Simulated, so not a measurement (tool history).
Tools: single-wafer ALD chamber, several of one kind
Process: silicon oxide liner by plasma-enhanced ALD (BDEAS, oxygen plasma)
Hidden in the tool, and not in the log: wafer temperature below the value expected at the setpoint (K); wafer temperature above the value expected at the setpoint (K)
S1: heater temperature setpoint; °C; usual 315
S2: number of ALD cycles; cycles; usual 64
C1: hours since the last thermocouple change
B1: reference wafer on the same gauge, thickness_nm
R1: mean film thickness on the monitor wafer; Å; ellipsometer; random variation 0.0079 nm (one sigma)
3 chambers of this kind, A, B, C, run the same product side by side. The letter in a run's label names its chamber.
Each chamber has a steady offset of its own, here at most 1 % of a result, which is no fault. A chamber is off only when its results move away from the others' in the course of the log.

{"run": "1C", "day": 0.212, "S1": 315, "S2": 64, "C1": 142.5, "B1": 5.3679, "R1": 58.359}
{"run": "2B", "day": 0.412, "S1": 315, "S2": 64, "C1": 1607.3, "B1": 5.3674, "R1": 57.655}
{"run": "3A", "day": 0.575, "S1": 315, "S2": 64, "C1": 542.4, "B1": 5.3661, "R1": 57.84}
{"run": "4C", "day": 0.725, "S1": 315, "S2": 64, "C1": 154.8, "B1": 5.3659, "R1": 58.33}
{"run": "5B", "day": 0.892, "S1": 315, "S2": 64, "C1": 1618.8, "B1": 5.3674, "R1": 57.644}
{"run": "6A", "day": 1.092, "S1": 315, "S2": 64, "C1": 554.8, "B1": 5.3664, "R1": 57.828}
{"run": "7B", "day": 1.317, "S1": 315, "S2": 64, "C1": 1629.0, "B1": 5.3633, "R1": 57.554}
{"run": "8A", "day": 1.442, "S1": 309, "S2": 64, "C1": 563.2, "B1": 5.3635, "R1": 58.522}
{"run": "9C", "day": 1.6, "S1": 309, "S2": 64, "C1": 175.8, "B1": 5.3598, "R1": 58.785}
{"run": "10A", "day": 1.712, "S1": 309, "S2": 64, "C1": 569.7, "B1": 5.3612, "R1": 58.346}
{"run": "11B", "day": 1.929, "S1": 315, "S2": 64, "C1": 1643.7, "B1": 5.3607, "R1": 57.53}
{"run": "12C", "day": 2.038, "S1": 315, "S2": 64, "C1": 186.3, "B1": 5.361, "R1": 58.085}
{"run": "13B", "day": 2.246, "S1": 310, "S2": 55, "C1": 1651.3, "B1": 5.3609, "R1": 49.882}
{"run": "14A", "day": 2.358, "S1": 310, "S2": 55, "C1": 585.2, "B1": 5.3595, "R1": 50.07}
{"run": "15C", "day": 2.562, "S1": 310, "S2": 55, "C1": 198.9, "B1": 5.3591, "R1": 50.395}
{"run": "16B", "day": 2.717, "S1": 315, "S2": 64, "C1": 1662.6, "B1": 5.3562, "R1": 57.541}
{"run": "17C", "day": 2.912, "S1": 315, "S2": 64, "C1": 207.3, "B1": 5.3583, "R1": 58.072}
{"run": "18A", "day": 3.112, "S1": 315, "S2": 64, "C1": 603.3, "B1": 5.3557, "R1": 57.821}
{"run": "19B", "day": 3.254, "S1": 309, "S2": 56, "C1": 1675.5, "B1": 5.3554, "R1": 50.606}
{"run": "20C", "day": 3.392, "S1": 309, "S2": 56, "C1": 218.8, "B1": 5.3549, "R1": 51.339}
{"run": "21A", "day": 3.575, "S1": 309, "S2": 56, "C1": 614.4, "B1": 5.354, "R1": 51.046}
{"run": "22A", "day": 3.788, "S1": 315, "S2": 64, "C1": 619.5, "B1": 5.3525, "R1": 57.71}
{"run": "23C", "day": 3.933, "S1": 315, "S2": 64, "C1": 231.8, "B1": 5.3503, "R1": 58.112}
{"run": "24B", "day": 4.117, "S1": 315, "S2": 64, "C1": 1696.2, "B1": 5.3517, "R1": 57.366}
{"run": "25B", "day": 4.217, "S1": 315, "S2": 64, "C1": 1698.6, "B1": 5.35, "R1": 57.486}
{"run": "26A", "day": 4.362, "S1": 315, "S2": 64, "C1": 633.3, "B1": 5.3498, "R1": 57.802}
{"run": "27C", "day": 4.588, "S1": 315, "S2": 64, "C1": 247.5, "B1": 5.3499, "R1": 58.108}
{"run": "28A", "day": 4.775, "S1": 315, "S2": 64, "C1": 643.2, "B1": 5.3502, "R1": 57.774}
{"run": "29C", "day": 4.875, "S1": 315, "S2": 64, "C1": 254.4, "B1": 5.347, "R1": 58.177}
{"run": "30B", "day": 5.071, "S1": 315, "S2": 64, "C1": 1719.1, "B1": 5.3475, "R1": 57.511}
{"run": "31A", "day": 5.175, "S1": 315, "S2": 64, "C1": 652.8, "B1": 5.3455, "R1": 57.797}
{"run": "32B", "day": 5.321, "S1": 315, "S2": 64, "C1": 1725.1, "B1": 5.345, "R1": 57.442}
{"run": "33C", "day": 5.458, "S1": 315, "S2": 64, "C1": 268.4, "B1": 5.3467, "R1": 58.254}
{"run": "34B", "day": 5.558, "S1": 315, "S2": 64, "C1": 1730.8, "B1": 5.3447, "R1": 57.441}
{"run": "35C", "day": 5.662, "S1": 315, "S2": 64, "C1": 273.3, "B1": 5.3435, "R1": 58.03}
{"run": "36A", "day": 5.846, "S1": 315, "S2": 64, "C1": 668.9, "B1": 5.3407, "R1": 57.595}
{"run": "37C", "day": 5.975, "S1": 315, "S2": 64, "C1": 280.8, "B1": 5.3414, "R1": 58.099}
{"run": "38B", "day": 6.112, "S1": 306, "S2": 64, "C1": 1744.1, "B1": 5.3416, "R1": 58.058}

Next, every chamber runs the same settings. What will each give?
{"run": "39A", "day": 6.275, "S1": 315, "S2": 64, "R1": "?"}
{"run": "39B", "day": 6.275, "S1": 315, "S2": 64, "R1": "?"}
{"run": "39C", "day": 6.275, "S1": 315, "S2": 64, "R1": "?"}

run=39A R1=57.634
run=39B R1=57.356
run=39C R1=58.018
